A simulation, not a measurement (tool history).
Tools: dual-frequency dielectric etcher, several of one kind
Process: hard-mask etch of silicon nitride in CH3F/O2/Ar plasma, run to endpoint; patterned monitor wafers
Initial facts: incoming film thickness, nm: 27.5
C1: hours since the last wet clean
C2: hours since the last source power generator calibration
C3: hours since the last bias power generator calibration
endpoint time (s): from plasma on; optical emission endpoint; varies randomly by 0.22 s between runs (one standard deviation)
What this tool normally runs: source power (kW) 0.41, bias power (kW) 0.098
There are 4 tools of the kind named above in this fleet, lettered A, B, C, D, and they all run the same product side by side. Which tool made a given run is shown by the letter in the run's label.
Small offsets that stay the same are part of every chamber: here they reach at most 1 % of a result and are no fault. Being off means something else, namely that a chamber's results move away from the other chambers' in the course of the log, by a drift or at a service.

At day 0.3: chamber B: wet clean of the chamber.
Run 1B, day 0.475: usual settings; C1 4.3; C2 3593.6; C3 331.6. Result: endpoint time (s) 34.989.
Run 2D, day 0.867: usual settings; C1 408.7; C2 1947.2; C3 536. Result: endpoint time (s) 35.877.
Run 3A, day 1.142: usual settings; C1 110.6; C2 2746.5; C3 2400.6. Result: endpoint time (s) 35.231.
Run 4C, day 1.592: usual settings; C1 180.2; C2 1556.1; C3 527.6. Result: endpoint time (s) 35.597.
Run 5B, day 2.021: usual settings; C1 41.4; C2 3630.7; C3 368.7. Result: endpoint time (s) 35.054.
Run 6C, day 2.483: usual settings; C1 201.6; C2 1577.5; C3 549. Result: endpoint time (s) 35.796.
Run 7D, day 2.821: usual settings; C1 455.6; C2 1994.1; C3 582.9. Result: endpoint time (s) 35.675.
Run 8A, day 3.4: usual settings; C1 164.8; C2 2800.7; C3 2454.8. Result: endpoint time (s) 35.67.
Run 9A, day 3.842: usual settings; C1 175.4; C2 2811.3; C3 2465.4. Result: endpoint time (s) 35.446.
Run 10C, day 4.35: usual settings; C1 246.4; C2 1622.3; C3 593.8. Result: endpoint time (s) 35.699.
Run 11D, day 4.704: usual settings; C1 500.8; C2 2039.3; C3 628.1. Result: endpoint time (s) 35.927.
At day 5.129: chamber D: wet clean of the chamber.
Run 12B, day 5.246: usual settings; C1 118.8; C2 3708.1; C3 446.1. Result: endpoint time (s) 35.388.
Run 13B, day 5.6: usual settings; C1 127.3; C2 3716.6; C3 454.6. Result: endpoint time (s) 35.203.
Run 14D, day 5.992: usual settings; C1 20.8; C2 2070.2; C3 659. Result: endpoint time (s) 35.684.
Run 15C, day 6.454: usual settings; C1 296.9; C2 1672.8; C3 644.3. Result: endpoint time (s) 35.26.
Run 16A, day 6.912: usual settings but bias power (kW) 0.085; C1 249.1; C2 2885; C3 2539.1. Result: endpoint time (s) 37.528.
Run 17A, day 7.179: usual settings but bias power (kW) 0.085; C1 255.5; C2 2891.4; C3 2545.5. Result: endpoint time (s) 37.533.
Run 18D, day 7.608: usual settings but bias power (kW) 0.085; C1 59.6; C2 2109; C3 697.8. Result: endpoint time (s) 37.528.
Run 19C, day 8.092: usual settings but bias power (kW) 0.085; C1 336.2; C2 1712.1; C3 683.6. Result: endpoint time (s) 37.076.
Run 20B, day 8.438: usual settings; C1 195.4; C2 3784.7; C3 522.7. Result: endpoint time (s) 35.096.
Run 21B, day 8.862: usual settings; C1 205.6; C2 3794.9; C3 532.9. Result: endpoint time (s) 35.295.
Run 22D, day 9.171: usual settings; C1 97.1; C2 2146.5; C3 735.3. Result: endpoint time (s) 35.399.
Run 23A, day 9.604: usual settings; C1 313.7; C2 2949.6; C3 2603.7. Result: endpoint time (s) 35.475.
Run 24C, day 10.133: usual settings but source power (kW) 0.37; C1 385.2; C2 1761.1; C3 732.6. Result: endpoint time (s) 36.149.
Run 25B, day 10.538: usual settings but source power (kW) 0.37; C1 245.8; C2 3835.1; C3 573.1. Result: endpoint time (s) 36.521.
Run 26D, day 10.812: usual settings but source power (kW) 0.37; C1 136.5; C2 2185.9; C3 774.7. Result: endpoint time (s) 37.527.
Run 27C, day 11.388: usual settings but source power (kW) 0.37; C1 415.3; C2 1791.2; C3 762.7. Result: endpoint time (s) 35.885.
Run 28A, day 11.896: usual settings; C1 368.7; C2 3004.6; C3 2658.7. Result: endpoint time (s) 35.699.
Run 29C, day 12.475: usual settings; C1 441.4; C2 1817.3; C3 788.8. Result: endpoint time (s) 34.514.
Run 30A, day 12.788: usual settings; C1 390.1; C2 3026; C3 2680.1. Result: endpoint time (s) 35.878.
Run 31D, day 13.367: usual settings; C1 197.8; C2 2247.2; C3 836. Result: endpoint time (s) 36.071.
Run 32B, day 13.742: usual settings; C1 322.7; C2 3912; C3 650. Result: endpoint time (s) 35.368.

Is one chamber off against the others, does the gauge drift, or is nothing wrong? If a chamber is off, say which, and what the likeliest cause is.

One chamber, C, drifts off from the rest bit by bit.
What lies behind it: etch rate over this chamber's usual, % = 3.87.

Here are 4 candidates for chamber C's next run, each the usual settings with a change, their results left as question marks. Which one brings its results back in line with what the others give on the usual settings?
Maximum distance from the other chambers' mean on the usual settings for a result to count as in line: endpoint time (s) 0.78
Run 33C-1, day 14.162: usual settings but source power (kW) 0.45, bias power (kW) 0.108. Result: endpoint time (s) ?.
Run 33C-2, day 14.162: usual settings but source power (kW) 0.33. Result: endpoint time (s) ?.
Run 33C-3, day 14.162: usual settings but source power (kW) 0.39, bias power (kW) 0.094. Result: endpoint time (s) ?.
Run 33C-4, day 14.162: usual settings but source power (kW) 0.45. Result: endpoint time (s) ?.

Mean of the other chambers on the usual settings: endpoint time (s) 35.505
  run  endpoint time (s)
33C-1             32.138
33C-2             37.434
33C-3             35.687
33C-4             33.301
33C-3 puts the chamber back in line with the other chambers.

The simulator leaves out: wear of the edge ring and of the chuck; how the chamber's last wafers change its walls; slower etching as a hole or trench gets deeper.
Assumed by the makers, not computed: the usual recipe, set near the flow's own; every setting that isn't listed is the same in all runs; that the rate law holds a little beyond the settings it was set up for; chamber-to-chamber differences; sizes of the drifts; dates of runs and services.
